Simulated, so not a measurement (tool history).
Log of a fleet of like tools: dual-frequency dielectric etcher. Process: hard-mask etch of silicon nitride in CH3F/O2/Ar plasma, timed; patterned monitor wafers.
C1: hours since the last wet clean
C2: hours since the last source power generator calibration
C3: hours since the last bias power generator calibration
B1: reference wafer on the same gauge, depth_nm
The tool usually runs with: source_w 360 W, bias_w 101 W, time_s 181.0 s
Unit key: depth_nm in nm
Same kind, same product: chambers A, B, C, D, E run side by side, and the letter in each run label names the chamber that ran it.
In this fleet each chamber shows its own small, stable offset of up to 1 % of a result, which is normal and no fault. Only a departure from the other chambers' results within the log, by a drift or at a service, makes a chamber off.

run 1E hour=10.9 | source_w=360 bias_w=101 time_s=181.0 | C1=40.3 C2=2232.5 C3=1161.7 | B1=165.27 | depth_nm=137.430
run 2A hour=19.0 | source_w=360 bias_w=101 time_s=181.0 | C1=331.5 C2=1421.4 C3=2750.0 | B1=164.87 | depth_nm=138.900
run 3B hour=25.7 | source_w=360 bias_w=101 time_s=181.0 | C1=339.5 C2=525.7 C3=414.8 | B1=165.27 | depth_nm=138.430
run 4C hour=35.3 | source_w=360 bias_w=101 time_s=181.0 | C1=512.0 C2=3397.2 C3=1533.2 | B1=164.76 | depth_nm=138.230
run 5D hour=43.1 | source_w=360 bias_w=101 time_s=181.0 | C1=229.1 C2=386.6 C3=2408.6 | B1=165.31 | depth_nm=137.550
run 6C hour=50.9 | source_w=360 bias_w=101 time_s=181.0 | C1=527.6 C2=3412.8 C3=1548.8 | B1=165.06 | depth_nm=137.830
run 7D hour=59.8 | source_w=320 bias_w=101 time_s=181.0 | C1=245.8 C2=403.3 C3=2425.3 | B1=165.13 | depth_nm=132.460
run 8A hour=68.5 | source_w=320 bias_w=101 time_s=181.0 | C1=381.0 C2=1470.9 C3=2799.5 | B1=165.02 | depth_nm=131.460
run 9B hour=75.2 | source_w=320 bias_w=101 time_s=181.0 | C1=389.0 C2=575.2 C3=464.3 | B1=165.04 | depth_nm=131.580
run 10E hour=86.6 | source_w=320 bias_w=101 time_s=181.0 | C1=116.0 C2=2308.2 C3=1237.4 | B1=164.80 | depth_nm=132.000
run 11E hour=95.4 | source_w=320 bias_w=101 time_s=181.0 | C1=124.8 C2=2317.0 C3=1246.2 | B1=164.96 | depth_nm=132.210
run 12C hour=107.8 | source_w=360 bias_w=101 time_s=181.0 | C1=584.5 C2=3469.7 C3=1605.7 | B1=164.90 | depth_nm=140.170
run 13D hour=120.5 | source_w=360 bias_w=101 time_s=181.0 | C1=306.5 C2=464.0 C3=2486.0 | B1=165.03 | depth_nm=135.960
run 14B hour=133.6 | source_w=360 bias_w=101 time_s=181.0 | C1=447.4 C2=633.6 C3=522.7 | B1=164.98 | depth_nm=139.300
-- hour=141.5 chamber C: wet clean of the chamber
run 15A hour=145.8 | source_w=360 bias_w=101 time_s=181.0 | C1=458.3 C2=1548.2 C3=2876.8 | B1=164.99 | depth_nm=140.280
run 16A hour=157.0 | source_w=360 bias_w=101 time_s=138.5 | C1=469.5 C2=1559.4 C3=2888.0 | B1=164.96 | depth_nm=105.990
run 17C hour=163.0 | source_w=360 bias_w=101 time_s=138.5 | C1=21.6 C2=3524.9 C3=1660.9 | B1=164.91 | depth_nm=106.190
run 18E hour=171.2 | source_w=360 bias_w=101 time_s=138.5 | C1=200.6 C2=2392.8 C3=1322.0 | B1=164.89 | depth_nm=104.540
-- hour=175.5 chamber D: wet clean of the chamber
run 19B hour=180.8 | source_w=360 bias_w=101 time_s=138.5 | C1=494.6 C2=680.8 C3=569.9 | B1=165.22 | depth_nm=105.290
run 20D hour=186.9 | source_w=360 bias_w=101 time_s=138.5 | C1=11.5 C2=530.4 C3=2552.4 | B1=165.02 | depth_nm=105.820
run 21B hour=194.6 | source_w=360 bias_w=101 time_s=181.0 | C1=508.4 C2=694.6 C3=583.7 | B1=164.69 | depth_nm=137.550
run 22A hour=201.6 | source_w=360 bias_w=101 time_s=181.0 | C1=514.1 C2=1604.0 C3=2932.6 | B1=165.09 | depth_nm=137.340
run 23E hour=208.3 | source_w=360 bias_w=101 time_s=181.0 | C1=237.7 C2=2429.9 C3=1359.1 | B1=164.95 | depth_nm=137.750
run 24C hour=215.2 | source_w=360 bias_w=101 time_s=181.0 | C1=73.8 C2=3577.1 C3=1713.1 | B1=164.92 | depth_nm=139.340
-- hour=219.4 chamber B: wet clean of the chamber
run 25D hour=223.6 | source_w=360 bias_w=101 time_s=181.0 | C1=48.2 C2=567.1 C3=2589.1 | B1=165.17 | depth_nm=137.800
-- hour=224.1 chamber A: wet clean of the chamber
run 26A hour=233.1 | source_w=290 bias_w=101 time_s=181.0 | C1=9.1 C2=1635.5 C3=2964.1 | B1=164.98 | depth_nm=128.640
run 27E hour=242.5 | source_w=290 bias_w=101 time_s=181.0 | C1=271.9 C2=2464.1 C3=1393.3 | B1=164.95 | depth_nm=126.920
run 28D hour=253.0 | source_w=290 bias_w=101 time_s=181.0 | C1=77.6 C2=596.5 C3=2618.5 | B1=164.93 | depth_nm=127.580
run 29B hour=259.7 | source_w=290 bias_w=101 time_s=181.0 | C1=40.4 C2=759.7 C3=648.8 | B1=164.88 | depth_nm=127.700
run 30C hour=270.4 | source_w=290 bias_w=101 time_s=181.0 | C1=129.0 C2=3632.3 C3=1768.3 | B1=165.02 | depth_nm=128.800
run 31C hour=280.0 | source_w=360 bias_w=101 time_s=181.0 | C1=138.6 C2=3641.9 C3=1777.9 | B1=165.02 | depth_nm=137.330
run 32D hour=286.7 | source_w=360 bias_w=101 time_s=181.0 | C1=111.3 C2=630.2 C3=2652.2 | B1=164.95 | depth_nm=138.380
run 33B hour=294.6 | source_w=360 bias_w=101 time_s=181.0 | C1=75.3 C2=794.6 C3=683.7 | B1=165.21 | depth_nm=137.350
run 34E hour=301.9 | source_w=360 bias_w=101 time_s=181.0 | C1=331.3 C2=2523.5 C3=1452.7 | B1=165.13 | depth_nm=136.400
run 35A hour=313.9 | source_w=360 bias_w=101 time_s=181.0 | C1=89.9 C2=1716.3 C3=3044.9 | B1=164.80 | depth_nm=138.430
run 36D hour=320.3 | source_w=360 bias_w=101 time_s=129.5 | C1=144.9 C2=663.8 C3=2685.8 | B1=164.91 | depth_nm=98.434
run 37B hour=326.6 | source_w=360 bias_w=101 time_s=129.5 | C1=107.3 C2=826.6 C3=715.7 | B1=164.92 | depth_nm=97.964
run 38A hour=337.8 | source_w=360 bias_w=101 time_s=129.5 | C1=113.8 C2=1740.2 C3=3068.8 | B1=165.03 | depth_nm=99.568
run 39E hour=350.6 | source_w=360 bias_w=101 time_s=129.5 | C1=380.0 C2=2572.2 C3=1501.4 | B1=164.87 | depth_nm=98.632
run 40C hour=356.6 | source_w=360 bias_w=101 time_s=129.5 | C1=215.2 C2=3718.5 C3=1854.5 | B1=164.91 | depth_nm=97.808
run 41D hour=365.5 | source_w=360 bias_w=101 time_s=181.0 | C1=190.1 C2=709.0 C3=2731.0 | B1=165.08 | depth_nm=137.590
run 42B hour=372.6 | source_w=390 bias_w=101 time_s=154.0 | C1=153.3 C2=872.6 C3=761.7 | B1=164.81 | depth_nm=121.150
run 43E hour=379.0 | source_w=390 bias_w=101 time_s=154.0 | C1=408.4 C2=2600.6 C3=1529.8 | B1=164.84 | depth_nm=120.970
run 44A hour=391.1 | source_w=390 bias_w=101 time_s=154.0 | C1=167.1 C2=1793.5 C3=3122.1 | B1=164.67 | depth_nm=121.360

Predict what each chamber gives when all 5 of them run the settings below next.
run 45A hour=400.5 | source_w=360 bias_w=101 time_s=181.0 | depth_nm=?
run 45B hour=400.5 | source_w=360 bias_w=101 time_s=181.0 | depth_nm=?
run 45C hour=400.5 | source_w=360 bias_w=101 time_s=181.0 | depth_nm=?
run 45D hour=400.5 | source_w=360 bias_w=101 time_s=181.0 | depth_nm=?
run 45E hour=400.5 | source_w=360 bias_w=101 time_s=181.0 | depth_nm=?

run=45A depth_nm=138.560
run=45B depth_nm=136.450
run=45C depth_nm=138.660
run=45D depth_nm=137.250
run=45E depth_nm=138.180
